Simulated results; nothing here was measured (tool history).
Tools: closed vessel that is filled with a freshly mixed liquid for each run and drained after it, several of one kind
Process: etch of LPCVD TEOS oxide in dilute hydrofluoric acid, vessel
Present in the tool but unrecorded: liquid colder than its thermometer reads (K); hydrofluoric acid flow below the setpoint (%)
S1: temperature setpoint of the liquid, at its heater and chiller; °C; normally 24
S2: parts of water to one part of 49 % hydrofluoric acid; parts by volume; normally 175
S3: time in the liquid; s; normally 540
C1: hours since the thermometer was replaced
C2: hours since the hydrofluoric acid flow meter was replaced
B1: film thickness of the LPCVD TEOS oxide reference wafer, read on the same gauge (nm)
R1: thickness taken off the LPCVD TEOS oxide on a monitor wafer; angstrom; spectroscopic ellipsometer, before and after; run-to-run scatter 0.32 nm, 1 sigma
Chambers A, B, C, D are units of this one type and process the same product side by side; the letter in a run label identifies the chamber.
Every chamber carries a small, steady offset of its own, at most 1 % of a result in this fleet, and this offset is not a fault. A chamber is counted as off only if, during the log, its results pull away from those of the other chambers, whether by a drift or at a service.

run 1C hour=3.8 | S1=24 S2=175 S3=540 | C1=474 C2=307.5 | B1=40.013 | R1=516.06
run 2D hour=7 | S1=24 S2=175 S3=540 | C1=1393.2 C2=1261.9 | B1=39.993 | R1=536.84
run 3A hour=10.7 | S1=24 S2=175 S3=540 | C1=1040 C2=570.8 | B1=39.989 | R1=529.2
run 4B hour=13.4 | S1=24 S2=175 S3=540 | C1=116.7 C2=197.6 | B1=39.995 | R1=530.02
run 5C hour=16.1 | S1=24 S2=175 S3=540 | C1=486.3 C2=319.8 | B1=40.013 | R1=523.56
run 6D hour=19.2 | S1=24 S2=175 S3=540 | C1=1405.4 C2=1274.1 | B1=39.975 | R1=533.95
run 7A hour=21.5 | S1=24 S2=175 S3=540 | C1=1050.8 C2=581.6 | B1=39.959 | R1=527.14
run 8B hour=23.9 | S1=19.5 S2=240 S3=540 | C1=127.2 C2=208.1 | B1=40.013 | R1=306.51
run 9A hour=26.5 | S1=19.5 S2=240 S3=540 | C1=1055.8 C2=586.6 | B1=40.014 | R1=307.37
run 10D hour=29 | S1=19.5 S2=240 S3=540 | C1=1415.2 C2=1283.9 | B1=40.043 | R1=308.05
run 11C hour=33.5 | S1=19.5 S2=240 S3=540 | C1=503.7 C2=337.2 | B1=40.002 | R1=297.62
run 12B hour=37.5 | S1=24 S2=245 S3=540 | C1=140.8 C2=221.7 | B1=40.017 | R1=350.04
run 13D hour=41.4 | S1=24 S2=245 S3=540 | C1=1427.6 C2=1296.3 | B1=39.982 | R1=349.17
run 14A hour=43.9 | S1=24 S2=245 S3=540 | C1=1073.2 C2=604 | B1=40.003 | R1=354.14
run 15C hour=48.1 | S1=24 S2=245 S3=540 | C1=518.3 C2=351.8 | B1=40.006 | R1=344.97
run 16B hour=50.3 | S1=24 S2=175 S3=540 | C1=153.6 C2=234.5 | B1=39.996 | R1=529.98
run 17B hour=54.5 | S1=24 S2=175 S3=540 | C1=157.8 C2=238.7 | B1=40.008 | R1=529.89
run 18D hour=56.7 | S1=24 S2=175 S3=540 | C1=1442.9 C2=1311.6 | B1=39.974 | R1=519.76
run 19A hour=59.7 | S1=24 S2=175 S3=540 | C1=1089 C2=619.8 | B1=39.971 | R1=518.8
run 20C hour=63.7 | S1=24 S2=175 S3=540 | C1=533.9 C2=367.4 | B1=39.985 | R1=523.53
-- hour=66.5 chamber C: thermometer replaced
run 21C hour=67.6 | S1=24 S2=105 S3=270 | C1=1.2 C2=371.3 | B1=40.009 | R1=477.48
run 22B hour=70.6 | S1=24 S2=105 S3=270 | C1=173.9 C2=254.8 | B1=40.002 | R1=475.68
run 23A hour=73.9 | S1=24 S2=105 S3=270 | C1=1103.2 C2=634 | B1=40.025 | R1=475.39
run 24D hour=77.4 | S1=24 S2=105 S3=270 | C1=1463.6 C2=1332.3 | B1=40.016 | R1=453
run 25A hour=81.7 | S1=24 S2=175 S3=540 | C1=1111 C2=641.8 | B1=40.007 | R1=524.19
run 26B hour=84.6 | S1=24 S2=175 S3=540 | C1=187.9 C2=268.8 | B1=39.968 | R1=529.09
run 27D hour=89.1 | S1=24 S2=175 S3=540 | C1=1475.3 C2=1344 | B1=39.96 | R1=511.32
run 28C hour=92.9 | S1=24 S2=85 S3=540 | C1=26.5 C2=396.6 | B1=39.992 | R1=1227.2
run 29A hour=97.1 | S1=24 S2=85 S3=540 | C1=1126.4 C2=657.2 | B1=40.001 | R1=1182.4
run 30D hour=99.5 | S1=24 S2=85 S3=540 | C1=1485.7 C2=1354.4 | B1=40.006 | R1=1140.2
run 31C hour=103.2 | S1=24 S2=85 S3=540 | C1=36.8 C2=406.9 | B1=39.966 | R1=1229.7
run 32B hour=106.3 | S1=24 S2=230 S3=310 | C1=209.6 C2=290.5 | B1=40.033 | R1=219.72
run 33C hour=108.6 | S1=24 S2=230 S3=310 | C1=42.2 C2=412.3 | B1=40.026 | R1=215.42
run 34A hour=110.9 | S1=24 S2=230 S3=310 | C1=1140.2 C2=671 | B1=40.022 | R1=217.78
run 35B hour=115.5 | S1=24 S2=230 S3=310 | C1=218.8 C2=299.7 | B1=39.964 | R1=217.11
run 36D hour=119.3 | S1=24 S2=175 S3=685 | C1=1505.5 C2=1374.2 | B1=39.993 | R1=633.23
run 37C hour=123.8 | S1=24 S2=175 S3=685 | C1=57.4 C2=427.5 | B1=39.975 | R1=672.01
run 38A hour=127.9 | S1=24 S2=175 S3=685 | C1=1157.2 C2=688 | B1=40.017 | R1=671.49
run 39B hour=132.4 | S1=24 S2=175 S3=685 | C1=235.7 C2=316.6 | B1=40.012 | R1=672.19
run 40D hour=135.9 | S1=24 S2=175 S3=540 | C1=1522.1 C2=1390.8 | B1=40.012 | R1=495.26
run 41B hour=140.2 | S1=24 S2=175 S3=540 | C1=243.5 C2=324.4 | B1=40.013 | R1=527.82
run 42C hour=143.8 | S1=24 S2=175 S3=540 | C1=77.4 C2=447.5 | B1=39.985 | R1=525.14
run 43D hour=148.3 | S1=24 S2=175 S3=540 | C1=1534.5 C2=1403.2 | B1=39.995 | R1=488.33

Decide between three cases: one chamber stands off from its peers, the gauge reading all wafers drifts, or nothing is wrong past each chamber's small offset. Where a chamber is off, say which and what most likely put it there.

Little by little, chamber D moves away from the other chambers.
Likeliest cause: liquid colder than its thermometer reads (K) = 2.25.
With only this log, it may be confused with: hydrofluoric acid flow below the setpoint (%).

Here are 4 candidates for chamber D's next run, each the usual settings with a change, their results left as question marks. Which one brings its results back in line with what the others give on the usual settings?
In line here means within this much of the mean the other chambers give on the usual settings: R1 11 angstrom
run 44D-1 hour=151.7 | S1=24 S2=180 S3=520 | R1=?
run 44D-2 hour=151.7 | S1=24 S2=165 S3=570 | R1=?
run 44D-3 hour=151.7 | S1=24 S2=175 S3=585 | R1=?
run 44D-4 hour=151.7 | S1=23.5 S2=175 S3=490 | R1=?

The mean the other chambers reach with the usual settings: R1 526.49 angstrom
run=44D-1 R1=455.99
run=44D-2 R1=553.11
run=44D-3 R1=530.17
run=44D-4 R1=435.59
44D-3 brings the chamber back in line.
